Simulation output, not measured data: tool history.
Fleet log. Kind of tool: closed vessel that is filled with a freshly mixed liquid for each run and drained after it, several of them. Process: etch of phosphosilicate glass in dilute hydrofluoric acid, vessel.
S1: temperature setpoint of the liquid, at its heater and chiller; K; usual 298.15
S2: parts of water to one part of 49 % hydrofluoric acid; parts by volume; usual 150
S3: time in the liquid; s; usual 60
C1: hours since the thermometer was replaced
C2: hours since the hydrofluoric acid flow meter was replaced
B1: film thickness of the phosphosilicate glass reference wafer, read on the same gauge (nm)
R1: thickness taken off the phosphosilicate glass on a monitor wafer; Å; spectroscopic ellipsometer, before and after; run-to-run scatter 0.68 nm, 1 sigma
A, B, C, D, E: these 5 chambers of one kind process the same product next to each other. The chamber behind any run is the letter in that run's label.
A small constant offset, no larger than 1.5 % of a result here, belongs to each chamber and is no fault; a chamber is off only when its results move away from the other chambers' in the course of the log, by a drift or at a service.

run   hour      S1   S2  S3      C1      C2      B1       R1
 1D    6.4  298.15  150  60   879.7   606.8  80.014   782.87
 2E   17.4  298.15  150  60  2466.7   281.7  80.003   778.09
 3B   26.8  298.15  150  60   259.4   604.8  80.012   782.58
 4A   36.6  298.15  150  60   964.6  1531.3  80.012   793.64
 5C   45.5  298.15  150  60   775.1  1422.8  79.975   779.27
 6A   51.6  298.15  150  60   979.6  1546.3  80.035   808.37
 7E   57.6  298.15  150  90  2506.9   321.9  79.986  1182.80
 8B   62.8  298.15  150  90   295.4   640.8  79.986  1170.00
 9D   70.2  298.15  150  90   943.5   670.6  80.010  1176.60
10C   76.2  298.15  150  90   805.8  1453.5  79.997  1168.60
11D   86.9  298.15  150  90   960.2   687.3  80.017  1158.20
12C   93.4  298.15  150  60   823.0  1470.7  79.994   763.43
13E  100.0  298.15  150  60  2549.3   364.3  80.009   775.03
14A  109.3  298.15  150  60  1037.3  1604.0  80.011   788.50
15B  117.7  298.15  150  60   350.3   695.7  80.011   781.78
16A  123.3  298.15  150  80  1051.3  1618.0  80.007  1047.00
17C  129.4  298.15  150  80   859.0  1506.7  80.018  1041.60
18D  138.1  298.15  150  80  1011.4   738.5  80.024  1014.30
19B  149.5  298.15  150  80   382.1   727.5  80.000  1041.30
20E  158.5  298.15  150  80  2607.8   422.8  80.025  1051.90
21B  165.7  298.15  150  60   398.3   743.7  80.009   781.83
22A  174.2  294.15  150  60  1102.2  1668.9  79.998   681.91
23E  184.7  294.15  150  60  2634.0   449.0  80.004   663.66
24D  193.3  294.15  150  60  1066.6   793.7  80.041   640.66
25C  198.9  294.15  150  60   928.5  1576.2  79.998   672.55
     199.7  -- chamber C: thermometer replaced
26D  208.2  294.15  150  60  1081.5   808.6  80.024   639.10
27B  218.5  298.15  150  60   451.1   796.5  79.991   771.58
28E  226.0  298.15  150  60  2675.3   490.3  79.987   769.61
29C  233.0  298.15  150  60    33.4  1610.3  80.011   780.21
30A  238.7  298.15  150  60  1166.7  1733.4  79.980   797.28
31E  247.8  298.15  150  60  2697.1   512.1  80.006   776.27
32B  257.4  298.15  150  60   490.0   835.4  80.007   773.33
33A  265.9  298.15  150  60  1193.9  1760.6  80.025   795.68

For the next run the whole fleet of 5 chambers uses the same settings. Give each chamber's results:
34A  274.2  298.15  150  60               ?
34B  274.2  298.15  150  60               ?
34C  274.2  298.15  150  60               ?
34D  274.2  298.15  150  60               ?
34E  274.2  298.15  150  60               ?

run      R1
34A  808.46
34B  784.92
34C  782.22
34D  729.36
34E  774.76
